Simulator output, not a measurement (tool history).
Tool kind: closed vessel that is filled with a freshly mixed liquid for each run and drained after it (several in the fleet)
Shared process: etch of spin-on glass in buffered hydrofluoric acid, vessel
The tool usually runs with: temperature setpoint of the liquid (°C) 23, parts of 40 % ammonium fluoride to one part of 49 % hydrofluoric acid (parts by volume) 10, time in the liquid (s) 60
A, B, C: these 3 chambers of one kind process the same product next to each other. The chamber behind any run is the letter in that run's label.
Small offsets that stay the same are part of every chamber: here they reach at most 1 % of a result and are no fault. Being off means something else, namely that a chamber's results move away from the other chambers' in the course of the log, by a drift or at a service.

run     day  temperature setpoint of the liquid (°C)  parts of 40 % ammonium fluoride to one part of 49 % hydrofluoric acid (parts by volume)  time in the liquid (s)  read-back film thickness of the spin-on glass reference wafer, read on the same gauge (nm)  thickness taken off the spin-on glass on a monitor wafer (nm)
 1A   0.267                                       23                                                                                       10                      60                                                                                         100                                                          172.4
 2C   0.808                                       23                                                                                       10                      60                                                                                         100                                                         169.46
 3B   1.388                                       23                                                                                       10                      60                                                                                      99.991                                                         173.42
 4C   1.825                                       23                                                                                       10                      60                                                                                      99.981                                                         171.44
 5B   2.104                                       23                                                                                       10                      60                                                                                      100.02                                                         170.62
 6A   2.546                                       23                                                                                       10                      60                                                                                      100.01                                                         171.67
 7B   2.942                                       23                                                                                        7                      60                                                                                      99.993                                                         243.34
 8A     3.5                                       23                                                                                        7                      60                                                                                      99.968                                                         241.61
 9C   3.875                                       23                                                                                        7                      60                                                                                      99.992                                                         237.78
10A   4.412                                       23                                                                                       10                      60                                                                                         100                                                         173.63
11C   4.725                                       23                                                                                       10                      60                                                                                      99.981                                                         171.83
12B       5                                       23                                                                                       10                      60                                                                                      99.993                                                         173.67
13B   5.325                                       23                                                                                       10                      60                                                                                      100.02                                                         172.81
14C   5.717                                       23                                                                                       10                      60                                                                                      100.01                                                         170.93
15A    6.05                                       23                                                                                       10                      60                                                                                      100.02                                                          170.6
16B   6.638                                       23                                                                                       10                      60                                                                                      99.974                                                         172.09
17A   7.238                                     26.5                                                                                       10                      75                                                                                      100.02                                                         262.02
18C   7.525                                     26.5                                                                                       10                      75                                                                                      100.03                                                         258.78
19A    8.05                                     26.5                                                                                       10                      75                                                                                      100.01                                                         262.65
20B   8.467                                       26                                                                                       10                      60                                                                                      99.993                                                         199.52
21C   9.071                                       26                                                                                       10                      60                                                                                      99.996                                                         203.62
22A   9.529                                       26                                                                                       10                      60                                                                                      99.977                                                         201.52
23B   9.858                                       23                                                                                       10                      60                                                                                      100.01                                                         167.75
24C  10.388                                       23                                                                                       10                      60                                                                                         100                                                         173.33
25A  10.958                                       23                                                                                       10                      95                                                                                      99.994                                                         273.36
26C  11.562                                       23                                                                                       10                      95                                                                                         100                                                         270.48
27B  11.846                                       23                                                                                       10                      95                                                                                         100                                                         262.77
28B  12.117                                       23                                                                                       10                      60                                                                                      100.01                                                          164.6
29A  12.571                                       23                                                                                       10                      60                                                                                      99.991                                                         172.25
30C  13.092                                       23                                                                                       10                      40                                                                                      100.02                                                         115.28
31A  13.621                                       23                                                                                       10                      40                                                                                      100.01                                                         115.32
32B  14.092                                       23                                                                                       10                      40                                                                                      100.01                                                         107.66
33C  14.554                                       23                                                                                       10                      60                                                                                      100.03                                                         169.88
34B  14.967                                       23                                                                                       10                      60                                                                                      100.02                                                         161.87
35A   15.45                                       23                                                                                       10                      60                                                                                      100.02                                                         173.51
36C  15.771                                       23                                                                                       10                      60                                                                                      99.988                                                         170.34
37C  16.275                                       23                                                                                       10                      60                                                                                      100.04                                                          173.2
38B    16.8                                       23                                                                                       10                      60                                                                                      100.01                                                         160.24
39A  17.104                                     25.5                                                                                       10                      95                                                                                         100                                                         309.62
40A  17.721                                     25.5                                                                                       10                      95                                                                                      99.989                                                         314.23

Is one chamber out of step, is the gauge drifting, or do the chambers differ by no more than their own small offsets? For an off chamber, give its letter and the likeliest cause.

Chamber B drifts away from the others.
Cause: hydrofluoric acid flow below the setpoint (%) = 8.08.
The log might look much the same if the cause were instead: liquid colder than its thermometer reads (K).

Which of the 4 candidates below, each the usual settings with something changed and its results left as question marks, puts chamber B back in line with what the other chambers give on the usual settings?
In line means no further than this from the other chambers' mean on the usual settings: thickness taken off the spin-on glass on a monitor wafer (nm) 3.6
41B-1  18.158                                       23                                                                                       10                      55                                                                                                                                                          ?
41B-2  18.158                                     20.5                                                                                       10                      60                                                                                                                                                          ?
41B-3  18.158                                       23                                                                                      8.5                      60                                                                                                                                                          ?
41B-4  18.158                                       23                                                                                       10                      65                                                                                                                                                          ?

Other chambers, usual settings, mean: thickness taken off the spin-on glass on a monitor wafer (nm) 171.72
  run  thickness taken off the spin-on glass on a monitor wafer (nm)
41B-1                                                         144.86
41B-2                                                          137.3
41B-3                                                         180.26
41B-4                                                          171.2
Change 41B-4 lands the chamber within the allowed miss of the other chambers.
